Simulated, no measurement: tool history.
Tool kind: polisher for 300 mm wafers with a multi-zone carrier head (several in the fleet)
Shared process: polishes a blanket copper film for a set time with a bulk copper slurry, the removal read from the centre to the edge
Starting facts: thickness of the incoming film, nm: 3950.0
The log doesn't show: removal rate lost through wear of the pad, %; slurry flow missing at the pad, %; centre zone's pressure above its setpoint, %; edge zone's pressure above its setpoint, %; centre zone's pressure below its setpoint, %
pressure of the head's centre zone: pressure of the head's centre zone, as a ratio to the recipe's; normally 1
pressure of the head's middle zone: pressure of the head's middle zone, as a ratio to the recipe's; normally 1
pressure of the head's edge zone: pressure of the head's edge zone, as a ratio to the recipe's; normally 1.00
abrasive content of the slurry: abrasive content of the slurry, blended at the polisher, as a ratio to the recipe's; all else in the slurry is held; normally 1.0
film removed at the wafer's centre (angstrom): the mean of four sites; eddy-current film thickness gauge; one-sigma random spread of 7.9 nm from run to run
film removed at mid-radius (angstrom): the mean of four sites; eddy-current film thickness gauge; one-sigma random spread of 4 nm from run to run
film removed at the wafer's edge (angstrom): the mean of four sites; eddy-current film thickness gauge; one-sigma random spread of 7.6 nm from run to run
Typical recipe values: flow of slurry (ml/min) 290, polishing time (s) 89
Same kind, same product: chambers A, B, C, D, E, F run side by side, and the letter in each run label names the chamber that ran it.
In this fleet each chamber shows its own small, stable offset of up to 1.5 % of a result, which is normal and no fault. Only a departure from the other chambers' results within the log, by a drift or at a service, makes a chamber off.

| run | hour | flow of slurry (ml/min) | pressure of the head's centre zone | pressure of the head's middle zone | pressure of the head's edge zone | abrasive content of the slurry | polishing time (s) | wafers polished on this pad | hours since the slurry nozzle was cleaned | hours since the centre zone pressure was calibrated | hours since the edge zone pressure was calibrated | film removed at the wafer's centre (angstrom) | film removed at mid-radius (angstrom) | film removed at the wafer's edge (angstrom) |
|---|---|---|---|---|---|---|---|---|---|---|---|---|---|---|
| 1E | 10.5 | 290 | 1 | 1 | 1.00 | 1.0 | 89 | 555 | 239.7 | 175.8 | 660.7 | 5846.2 | 6009.2 | 6006.3 |
| 2C | 15.1 | 290 | 1 | 1 | 1.00 | 1.0 | 89 | 274 | 319.0 | 970.0 | 51.2 | 5936.6 | 5955.0 | 5978.6 |
| 3B | 23.1 | 290 | 1 | 1 | 1.00 | 1.0 | 89 | 1013 | 218.2 | 305.2 | 258.9 | 5983.4 | 6068.7 | 5954.3 |
| 4D | 30.9 | 290 | 1 | 1 | 1.00 | 1.0 | 89 | 271 | 128.0 | 551.1 | 1080.4 | 6016.6 | 5945.1 | 5855.2 |
| 5F | 35.8 | 290 | 1 | 1 | 1.00 | 1.0 | 89 | 448 | 182.6 | 382.8 | 957.0 | 5839.2 | 6026.0 | 5990.9 |
|  | 36.8 | chamber E: worn pad replaced by a new one |
| 6A | 46.0 | 290 | 1 | 1 | 1.00 | 1.0 | 89 | 280 | 55.0 | 568.9 | 308.4 | 6034.6 | 6009.1 | 6218.5 |
|  | 52.2 | chamber D: centre zone pressure recalibrated |
|  | 53.9 | chamber F: edge zone pressure recalibrated |
| 7E | 54.9 | 290 | 1 | 1 | 1.00 | 1.0 | 89 | 109 | 284.1 | 220.2 | 705.1 | 5966.5 | 6043.0 | 5990.4 |
|  | 63.1 | chamber C: worn pad replaced by a new one |
|  | 65.2 | chamber B: slurry nozzle cleaned |
| 8A | 65.4 | 290 | 1 | 1 | 1.00 | 1.0 | 89 | 397 | 74.4 | 588.3 | 327.8 | 6070.5 | 6032.7 | 6071.1 |
| 9B | 72.6 | 290 | 1 | 1 | 1.00 | 1.0 | 89 | 1311 | 7.4 | 354.7 | 308.4 | 6069.7 | 6030.9 | 5882.8 |
| 10F | 78.3 | 290 | 1 | 1 | 1.00 | 1.0 | 89 | 704 | 225.1 | 425.3 | 24.5 | 5961.9 | 6026.2 | 6119.7 |
| 11D | 87.7 | 290 | 1 | 1 | 1.00 | 1.0 | 89 | 614 | 184.8 | 35.6 | 1137.2 | 5989.5 | 5974.5 | 5931.6 |
|  | 90.3 | chamber D: edge zone pressure recalibrated |
| 12C | 95.2 | 205 | 1 | 1 | 1.00 | 1.0 | 89 | 193 | 399.1 | 1050.1 | 131.3 | 5719.5 | 5740.6 | 5876.6 |
|  | 95.7 | chamber B: worn pad replaced by a new one |
| 13B | 104.7 | 205 | 1 | 1 | 1.00 | 1.0 | 89 | 54 | 39.5 | 386.8 | 340.5 | 5863.7 | 5825.9 | 5734.0 |
| 14D | 111.7 | 205 | 1 | 1 | 1.00 | 1.0 | 89 | 758 | 208.8 | 59.6 | 21.5 | 5828.9 | 5718.5 | 5853.9 |
| 15F | 119.1 | 205 | 1 | 1 | 1.00 | 1.0 | 89 | 950 | 265.9 | 466.1 | 65.3 | 5584.5 | 5769.5 | 5767.7 |
|  | 124.1 | chamber D: worn pad replaced by a new one |
| 16A | 125.3 | 205 | 1 | 1 | 1.00 | 1.0 | 89 | 758 | 134.3 | 648.2 | 387.7 | 5719.6 | 5845.4 | 5860.3 |
| 17E | 130.2 | 205 | 1 | 1 | 1.00 | 1.0 | 89 | 563 | 359.4 | 295.5 | 780.4 | 5826.9 | 5758.8 | 5837.4 |
| 18C | 139.9 | 290 | 1 | 1 | 1.00 | 1.0 | 89 | 463 | 443.8 | 1094.8 | 176.0 | 6003.9 | 5976.9 | 5944.0 |
|  | 149.4 | chamber C: worn pad replaced by a new one |
| 19F | 150.6 | 290 | 1 | 1 | 1.00 | 1.0 | 89 | 1140 | 297.4 | 497.6 | 96.8 | 5943.7 | 5994.1 | 5899.9 |
| 20C | 158.3 | 290 | 1 | 1 | 1.00 | 1.0 | 89 | 53 | 462.2 | 1113.2 | 194.4 | 6090.5 | 5983.0 | 6012.9 |
|  | 158.6 | chamber E: worn pad replaced by a new one |
|  | 165.6 | chamber F: slurry nozzle cleaned |
| 21A | 168.5 | 290 | 1 | 1 | 1.00 | 1.0 | 89 | 1018 | 177.5 | 691.4 | 430.9 | 5884.8 | 5978.1 | 6071.2 |
| 22D | 176.7 | 290 | 1 | 1 | 1.00 | 1.0 | 89 | 317 | 273.8 | 124.6 | 86.5 | 6043.3 | 6011.1 | 5971.8 |
|  | 182.7 | chamber F: worn pad replaced by a new one |
| 23B | 186.0 | 290 | 1 | 1 | 1.00 | 1.0 | 89 | 544 | 120.8 | 468.1 | 421.8 | 6035.7 | 6004.7 | 5936.9 |
| 24E | 194.3 | 290 | 1 | 1 | 1.00 | 1.0 | 89 | 215 | 423.5 | 359.6 | 844.5 | 5973.3 | 6055.6 | 6022.3 |
|  | 196.9 | chamber A: worn pad replaced by a new one |
| 25A | 200.5 | 290 | 1 | 1 | 1.00 | 1.0 | 89 | 22 | 209.5 | 723.4 | 462.9 | 5900.8 | 5971.1 | 6036.1 |
| 26D | 208.1 | 290 | 1 | 1 | 1.00 | 1.2 | 104 | 506 | 305.2 | 156.0 | 117.9 | 7232.7 | 7216.4 | 7355.7 |
| 27F | 217.6 | 290 | 1 | 1 | 1.00 | 1.2 | 104 | 210 | 52.0 | 564.6 | 163.8 | 7374.5 | 7266.8 | 7184.6 |
|  | 221.4 | chamber E: slurry nozzle cleaned |
| 28E | 225.6 | 290 | 1 | 1 | 1.00 | 1.2 | 104 | 403 | 4.3 | 390.9 | 875.8 | 7302.4 | 7346.2 | 7181.8 |
|  | 226.7 | chamber B: edge zone pressure recalibrated |
| 29C | 233.6 | 290 | 1 | 1 | 1.00 | 1.2 | 104 | 507 | 537.5 | 1188.5 | 269.7 | 7337.3 | 7284.6 | 7413.6 |
| 30B | 239.2 | 290 | 1 | 1 | 1.00 | 1.2 | 104 | 864 | 174.0 | 521.3 | 12.5 | 7373.6 | 7439.4 | 7276.4 |
| 31C | 247.6 | 290 | 1 | 1 | 1.00 | 1.2 | 104 | 591 | 551.5 | 1202.5 | 283.7 | 7399.0 | 7301.0 | 7263.9 |
| 32B | 258.2 | 290 | 1 | 1 | 1.00 | 1.0 | 89 | 979 | 193.0 | 540.3 | 31.5 | 6119.2 | 6088.6 | 6027.6 |
| 33F | 266.0 | 290 | 1 | 1 | 0.92 | 1.0 | 113 | 502 | 100.4 | 613.0 | 212.2 | 7543.0 | 7642.7 | 7244.9 |
| 34A | 270.7 | 290 | 1 | 1 | 0.92 | 1.0 | 113 | 445 | 279.7 | 793.6 | 533.1 | 7486.0 | 7567.9 | 7193.9 |
| 35D | 276.5 | 290 | 1 | 1 | 0.92 | 1.0 | 113 | 918 | 373.6 | 224.4 | 186.3 | 7624.1 | 7464.9 | 7259.6 |
| 36E | 287.3 | 290 | 1 | 1 | 0.92 | 1.0 | 113 | 775 | 66.0 | 452.6 | 937.5 | 7426.8 | 7614.1 | 7374.1 |
|  | 290.0 | chamber B: worn pad replaced by a new one |
|  | 293.6 | chamber D: worn pad replaced by a new one |
| 37A | 294.2 | 290 | 1 | 1 | 0.92 | 1.0 | 113 | 586 | 303.2 | 817.1 | 556.6 | 7627.7 | 7619.8 | 7513.3 |
| 38D | 303.2 | 290 | 1 | 1 | 0.92 | 1.0 | 113 | 58 | 400.3 | 251.1 | 213.0 | 7746.2 | 7528.6 | 7248.8 |
| 39F | 307.9 | 290 | 1 | 1 | 1.00 | 1.0 | 89 | 754 | 142.3 | 654.9 | 254.1 | 5863.4 | 5969.0 | 5964.4 |
| 40B | 317.3 | 290 | 1 | 1 | 1.00 | 1.0 | 89 | 165 | 252.1 | 599.4 | 90.6 | 6097.3 | 6004.9 | 5920.3 |

Decide between three cases: one chamber stands off from its peers, the gauge reading all wafers drifts, or nothing is wrong past each chamber's small offset. Where a chamber is off, say which and what most likely put it there.

Beyond each chamber's small constant offset nothing stands out, and the gauge stays steady.
